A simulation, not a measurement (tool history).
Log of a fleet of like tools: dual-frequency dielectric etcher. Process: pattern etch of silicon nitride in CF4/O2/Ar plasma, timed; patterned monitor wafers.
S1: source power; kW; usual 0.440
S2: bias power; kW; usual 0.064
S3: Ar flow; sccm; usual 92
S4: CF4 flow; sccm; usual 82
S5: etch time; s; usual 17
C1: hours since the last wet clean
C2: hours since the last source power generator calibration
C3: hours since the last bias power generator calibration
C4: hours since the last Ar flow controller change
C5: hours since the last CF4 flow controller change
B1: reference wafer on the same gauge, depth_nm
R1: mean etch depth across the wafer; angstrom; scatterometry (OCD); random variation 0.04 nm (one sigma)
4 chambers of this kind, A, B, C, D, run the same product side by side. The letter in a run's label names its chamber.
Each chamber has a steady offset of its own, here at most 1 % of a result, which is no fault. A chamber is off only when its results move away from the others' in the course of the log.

| run | day | S1 | S2 | S3 | S4 | S5 | C1 | C2 | C3 | C4 | C5 | B1 | R1 |
|---|---|---|---|---|---|---|---|---|---|---|---|---|---|
|  | 0.008 | chamber D: wet clean of the chamber |
| 1A | 0.146 | 0.440 | 0.064 | 92 | 82 | 17 | 166.4 | 81.5 | 466.3 | 601.1 | 2223.3 | 26.003 | 310.54 |
| 2C | 0.242 | 0.440 | 0.064 | 92 | 82 | 17 | 321.2 | 845.3 | 908.9 | 3532.3 | 2523.3 | 25.997 | 312.27 |
| 3B | 0.350 | 0.440 | 0.064 | 92 | 82 | 17 | 146.1 | 1462.4 | 922.9 | 1414.4 | 3529.6 | 25.992 | 313.26 |
| 4D | 0.521 | 0.440 | 0.064 | 92 | 82 | 17 | 12.4 | 863.0 | 3376.3 | 570.0 | 2618.1 | 25.999 | 314.65 |
| 5D | 0.679 | 0.440 | 0.064 | 92 | 82 | 17 | 16.2 | 866.8 | 3380.1 | 573.8 | 2621.9 | 25.985 | 314.84 |
| 6A | 0.788 | 0.440 | 0.064 | 92 | 82 | 17 | 181.8 | 96.9 | 481.7 | 616.5 | 2238.7 | 25.981 | 310.58 |
| 7C | 0.992 | 0.490 | 0.064 | 70 | 82 | 17 | 339.2 | 863.3 | 926.9 | 3550.3 | 2541.3 | 25.981 | 353.23 |
| 8B | 1.108 | 0.490 | 0.064 | 70 | 82 | 17 | 164.3 | 1480.6 | 941.1 | 1432.6 | 3547.8 | 25.971 | 353.79 |
|  | 1.242 | chamber C: wet clean of the chamber |
| 9C | 1.288 | 0.490 | 0.064 | 70 | 82 | 17 | 1.1 | 870.4 | 934.0 | 3557.4 | 2548.4 | 25.962 | 352.41 |
| 10A | 1.496 | 0.490 | 0.064 | 70 | 82 | 17 | 198.8 | 113.9 | 498.7 | 633.5 | 2255.7 | 25.974 | 350.39 |
| 11D | 1.654 | 0.440 | 0.064 | 92 | 82 | 17 | 39.6 | 890.2 | 3403.5 | 597.2 | 2645.3 | 25.970 | 314.30 |
| 12B | 1.800 | 0.440 | 0.064 | 92 | 82 | 17 | 180.9 | 1497.2 | 957.7 | 1449.2 | 3564.4 | 25.966 | 312.84 |
| 13A | 2.004 | 0.440 | 0.064 | 92 | 82 | 17 | 211.0 | 126.1 | 510.9 | 645.7 | 2267.9 | 25.951 | 310.22 |
| 14C | 2.104 | 0.440 | 0.064 | 92 | 82 | 17 | 20.7 | 890.0 | 953.6 | 3577.0 | 2568.0 | 25.962 | 312.10 |
| 15B | 2.217 | 0.440 | 0.064 | 92 | 82 | 17 | 190.9 | 1507.2 | 967.7 | 1459.2 | 3574.4 | 25.946 | 313.20 |
| 16D | 2.400 | 0.440 | 0.064 | 92 | 82 | 17 | 57.5 | 908.1 | 3421.4 | 615.1 | 2663.2 | 25.951 | 313.27 |
| 17C | 2.525 | 0.440 | 0.064 | 92 | 82 | 17 | 30.8 | 900.1 | 963.7 | 3587.1 | 2578.1 | 25.949 | 311.77 |
| 18D | 2.675 | 0.440 | 0.064 | 92 | 82 | 17 | 64.1 | 914.7 | 3428.0 | 621.7 | 2669.8 | 25.942 | 313.87 |
| 19A | 2.804 | 0.440 | 0.064 | 92 | 82 | 17 | 230.2 | 145.3 | 530.1 | 664.9 | 2287.1 | 25.947 | 309.72 |
| 20B | 2.950 | 0.440 | 0.077 | 92 | 96 | 17 | 208.5 | 1524.8 | 985.3 | 1476.8 | 3592.0 | 25.939 | 341.84 |
| 21B | 3.046 | 0.440 | 0.077 | 92 | 96 | 17 | 210.8 | 1527.1 | 987.6 | 1479.1 | 3594.3 | 25.938 | 342.07 |
| 22A | 3.175 | 0.440 | 0.077 | 92 | 96 | 17 | 239.1 | 154.2 | 539.0 | 673.8 | 2296.0 | 25.944 | 338.21 |
| 23D | 3.354 | 0.440 | 0.077 | 92 | 96 | 17 | 80.4 | 931.0 | 3444.3 | 638.0 | 2686.1 | 25.918 | 343.10 |
| 24C | 3.533 | 0.440 | 0.064 | 92 | 82 | 17 | 55.0 | 924.3 | 987.9 | 3611.3 | 2602.3 | 25.924 | 311.55 |
| 25D | 3.629 | 0.440 | 0.064 | 92 | 82 | 17 | 87.0 | 937.6 | 3450.9 | 644.6 | 2692.7 | 25.919 | 313.12 |
| 26A | 3.742 | 0.440 | 0.064 | 92 | 82 | 17 | 252.7 | 167.8 | 552.6 | 687.4 | 2309.6 | 25.912 | 309.62 |
| 27B | 3.929 | 0.440 | 0.064 | 92 | 82 | 17 | 232.0 | 1548.3 | 1008.8 | 1500.3 | 3615.5 | 25.921 | 312.41 |
| 28C | 4.121 | 0.440 | 0.064 | 92 | 66 | 17 | 69.1 | 938.4 | 1002.0 | 3625.4 | 2616.4 | 25.907 | 302.91 |
| 29B | 4.258 | 0.440 | 0.064 | 92 | 66 | 17 | 239.9 | 1556.2 | 1016.7 | 1508.2 | 3623.4 | 25.911 | 303.90 |
| 30D | 4.375 | 0.440 | 0.064 | 92 | 66 | 17 | 104.9 | 955.5 | 3468.8 | 662.5 | 2710.6 | 25.906 | 305.50 |
| 31C | 4.496 | 0.440 | 0.064 | 92 | 66 | 17 | 78.1 | 947.4 | 1011.0 | 3634.4 | 2625.4 | 25.900 | 304.02 |
| 32A | 4.712 | 0.440 | 0.064 | 92 | 82 | 17 | 276.0 | 191.1 | 575.9 | 710.7 | 2332.9 | 25.899 | 309.16 |
| 33D | 4.896 | 0.440 | 0.064 | 92 | 70 | 17 | 117.4 | 968.0 | 3481.3 | 675.0 | 2723.1 | 25.891 | 307.13 |
| 34B | 5.062 | 0.440 | 0.064 | 92 | 70 | 17 | 259.2 | 1575.5 | 1036.0 | 1527.5 | 3642.7 | 25.890 | 306.55 |
| 35A | 5.246 | 0.440 | 0.064 | 92 | 70 | 17 | 288.8 | 203.9 | 588.7 | 723.5 | 2345.7 | 25.888 | 302.94 |
| 36C | 5.462 | 0.440 | 0.064 | 92 | 70 | 17 | 101.3 | 970.6 | 1034.2 | 3657.6 | 2648.6 | 25.874 | 305.41 |
| 37A | 5.575 | 0.440 | 0.064 | 92 | 82 | 17 | 296.7 | 211.8 | 596.6 | 731.4 | 2353.6 | 25.884 | 309.49 |
| 38B | 5.721 | 0.440 | 0.064 | 92 | 82 | 17 | 275.0 | 1591.3 | 1051.8 | 1543.3 | 3658.5 | 25.871 | 311.61 |
| 39C | 5.912 | 0.440 | 0.064 | 92 | 82 | 17 | 112.1 | 981.4 | 1045.0 | 3668.4 | 2659.4 | 25.870 | 310.61 |
| 40D | 6.092 | 0.440 | 0.064 | 92 | 82 | 17 | 146.1 | 996.7 | 3510.0 | 703.7 | 2751.8 | 25.870 | 313.26 |

What goes on in this fleet: one chamber off, a drifting gauge, or nothing beyond the chambers' own small offsets? Name the chamber and the cause, if any.

The gauge drifts, so all chambers seem to drift together. No chamber is off.
Cause: gauge reads low (%) = 0.517.

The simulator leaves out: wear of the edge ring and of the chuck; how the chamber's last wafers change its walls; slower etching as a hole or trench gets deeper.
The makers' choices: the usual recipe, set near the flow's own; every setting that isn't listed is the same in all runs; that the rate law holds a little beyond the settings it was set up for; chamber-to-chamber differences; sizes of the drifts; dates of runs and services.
